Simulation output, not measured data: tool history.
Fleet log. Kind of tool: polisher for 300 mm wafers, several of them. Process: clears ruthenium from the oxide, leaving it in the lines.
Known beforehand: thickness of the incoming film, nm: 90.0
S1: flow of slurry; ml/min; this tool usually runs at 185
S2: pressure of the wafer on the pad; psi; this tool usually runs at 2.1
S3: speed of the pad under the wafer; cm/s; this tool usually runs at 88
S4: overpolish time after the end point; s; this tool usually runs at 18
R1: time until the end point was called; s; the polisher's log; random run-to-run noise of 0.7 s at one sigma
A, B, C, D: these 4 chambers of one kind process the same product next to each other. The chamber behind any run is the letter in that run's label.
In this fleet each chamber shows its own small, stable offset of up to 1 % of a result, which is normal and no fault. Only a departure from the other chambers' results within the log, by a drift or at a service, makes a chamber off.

{"run": "1B", "hour": 3.4, "S1": 185, "S2": 2.1, "S3": 88, "S4": 18, "R1": 81.774}
{"run": "2D", "hour": 7.8, "S1": 185, "S2": 2.1, "S3": 88, "S4": 18, "R1": 81.259}
{"run": "3C", "hour": 10.6, "S1": 185, "S2": 2.1, "S3": 88, "S4": 18, "R1": 81.904}
{"run": "4A", "hour": 15.8, "S1": 185, "S2": 2.1, "S3": 88, "S4": 18, "R1": 82.988}
{"run": "5B", "hour": 19.5, "S1": 185, "S2": 2.1, "S3": 88, "S4": 18, "R1": 82.039}
{"run": "6D", "hour": 24.5, "S1": 185, "S2": 2.1, "S3": 88, "S4": 18, "R1": 79.634}
{"run": "7A", "hour": 27.4, "S1": 185, "S2": 2.1, "S3": 88, "S4": 18, "R1": 83.42}
{"run": "8C", "hour": 29.8, "S1": 185, "S2": 2.1, "S3": 88, "S4": 18, "R1": 81.282}
{"hour": 30.5, "done": "chamber D: slurry nozzle cleaned"}
{"run": "9C", "hour": 34.3, "S1": 185, "S2": 2.1, "S3": 88, "S4": 18, "R1": 80.811}
{"run": "10D", "hour": 38.6, "S1": 185, "S2": 2.1, "S3": 88, "S4": 18, "R1": 80.982}
{"run": "11A", "hour": 43.1, "S1": 185, "S2": 2.1, "S3": 88, "S4": 18, "R1": 82.526}
{"run": "12B", "hour": 48.5, "S1": 185, "S2": 2.1, "S3": 88, "S4": 18, "R1": 83.261}
{"run": "13D", "hour": 53.8, "S1": 185, "S2": 2.1, "S3": 88, "S4": 18, "R1": 80.76}
{"run": "14B", "hour": 56.3, "S1": 185, "S2": 2.1, "S3": 88, "S4": 18, "R1": 82.38}
{"hour": 59.1, "done": "chamber B: worn pad replaced by a new one"}
{"run": "15A", "hour": 59.1, "S1": 185, "S2": 2.1, "S3": 88, "S4": 18, "R1": 83.125}
{"run": "16C", "hour": 64.3, "S1": 185, "S2": 2.1, "S3": 88, "S4": 18, "R1": 81.151}
{"run": "17A", "hour": 67.5, "S1": 185, "S2": 2.1, "S3": 88, "S4": 18, "R1": 83.821}
{"hour": 71.6, "done": "chamber C: worn pad replaced by a new one"}
{"run": "18C", "hour": 72.2, "S1": 185, "S2": 2.1, "S3": 88, "S4": 18, "R1": 80.4}
{"run": "19B", "hour": 76.6, "S1": 185, "S2": 2.1, "S3": 88, "S4": 18, "R1": 82.094}
{"hour": 76.9, "done": "chamber D: worn pad replaced by a new one"}
{"run": "20D", "hour": 81.6, "S1": 185, "S2": 2.1, "S3": 88, "S4": 18, "R1": 81.588}
{"hour": 82.0, "done": "chamber D: head pressure recalibrated"}
{"run": "21A", "hour": 84.8, "S1": 185, "S2": 2.1, "S3": 88, "S4": 18, "R1": 83.825}
{"run": "22D", "hour": 89.3, "S1": 185, "S2": 2.1, "S3": 88, "S4": 18, "R1": 81.238}
{"run": "23C", "hour": 93.8, "S1": 185, "S2": 2.1, "S3": 88, "S4": 18, "R1": 79.988}
{"hour": 95.4, "done": "chamber B: slurry nozzle cleaned"}
{"run": "24B", "hour": 97.6, "S1": 185, "S2": 2.1, "S3": 88, "S4": 18, "R1": 81.089}
{"run": "25D", "hour": 101.5, "S1": 185, "S2": 2.1, "S3": 88, "S4": 18, "R1": 81.08}
{"run": "26A", "hour": 106.4, "S1": 185, "S2": 2.1, "S3": 88, "S4": 18, "R1": 85.358}
{"run": "27C", "hour": 110.1, "S1": 185, "S2": 2.1, "S3": 88, "S4": 18, "R1": 79.875}
{"run": "28B", "hour": 115.4, "S1": 185, "S2": 2.1, "S3": 88, "S4": 18, "R1": 81.57}
{"run": "29C", "hour": 119.8, "S1": 185, "S2": 2.3, "S3": 66, "S4": 18, "R1": 98.889}
{"run": "30A", "hour": 123.2, "S1": 185, "S2": 2.3, "S3": 66, "S4": 18, "R1": 104.16}
{"run": "31D", "hour": 128.1, "S1": 185, "S2": 2.3, "S3": 66, "S4": 18, "R1": 98.089}
{"run": "32B", "hour": 131.0, "S1": 185, "S2": 2.3, "S3": 66, "S4": 18, "R1": 100.59}
{"run": "33C", "hour": 134.7, "S1": 130, "S2": 1.8, "S3": 88, "S4": 18, "R1": 101.49}
{"run": "34A", "hour": 137.6, "S1": 130, "S2": 1.8, "S3": 88, "S4": 18, "R1": 108.22}
{"run": "35B", "hour": 140.5, "S1": 130, "S2": 1.8, "S3": 88, "S4": 18, "R1": 101.96}
{"run": "36D", "hour": 145.7, "S1": 130, "S2": 1.8, "S3": 88, "S4": 18, "R1": 100.25}
{"run": "37D", "hour": 151.0, "S1": 185, "S2": 2.1, "S3": 88, "S4": 18, "R1": 81.452}
{"run": "38A", "hour": 154.3, "S1": 185, "S2": 2.1, "S3": 88, "S4": 18, "R1": 87.082}
{"run": "39C", "hour": 156.8, "S1": 185, "S2": 2.1, "S3": 88, "S4": 18, "R1": 79.968}
{"run": "40B", "hour": 160.7, "S1": 185, "S2": 2.1, "S3": 88, "S4": 18, "R1": 82.068}
{"hour": 162.9, "done": "chamber B: worn pad replaced by a new one"}
{"run": "41D", "hour": 164.9, "S1": 185, "S2": 2.1, "S3": 88, "S4": 18, "R1": 79.483}
{"run": "42C", "hour": 169.9, "S1": 185, "S2": 2.1, "S3": 88, "S4": 18, "R1": 80.723}
{"run": "43B", "hour": 173.4, "S1": 185, "S2": 2.1, "S3": 88, "S4": 18, "R1": 80.816}

Read the log: is a single chamber off, either drifting away or since a service, is the gauge that measures every chamber drifting, or is nothing wrong beyond small per-chamber offsets? Name any odd chamber and what most likely caused it.

It is chamber A that slowly wanders off from its peers.
Likeliest cause: removal rate lost through wear of the pad, % = 6.48.
From this log alone, it may not be told apart from: slurry flow missing at the pad, %; head's pressure below its setpoint, %.

Here are 4 candidates for chamber A's next run, each the usual settings with a change, their results left as question marks. Which one brings its results back in line with what the others give on the usual settings?
In line means no further than this from the other chambers' mean on the usual settings: R1 2.500 s
{"run": "44A-1", "hour": 177.3, "S1": 185, "S2": 2.1, "S3": 80, "S4": 18, "R1": "?"}
{"run": "44A-2", "hour": 177.3, "S1": 185, "S2": 2.1, "S3": 76, "S4": 18, "R1": "?"}
{"run": "44A-3", "hour": 177.3, "S1": 185, "S2": 2.2, "S3": 92, "S4": 18, "R1": "?"}
{"run": "44A-4", "hour": 177.3, "S1": 185, "S2": 2.1, "S3": 102, "S4": 18, "R1": "?"}

Other chambers, usual settings, mean: R1 81.320 s
run=44A-1 R1=96.933
run=44A-2 R1=102.080
run=44A-3 R1=80.358
run=44A-4 R1=75.880
With 44A-3, the chamber falls back in line with the rest.
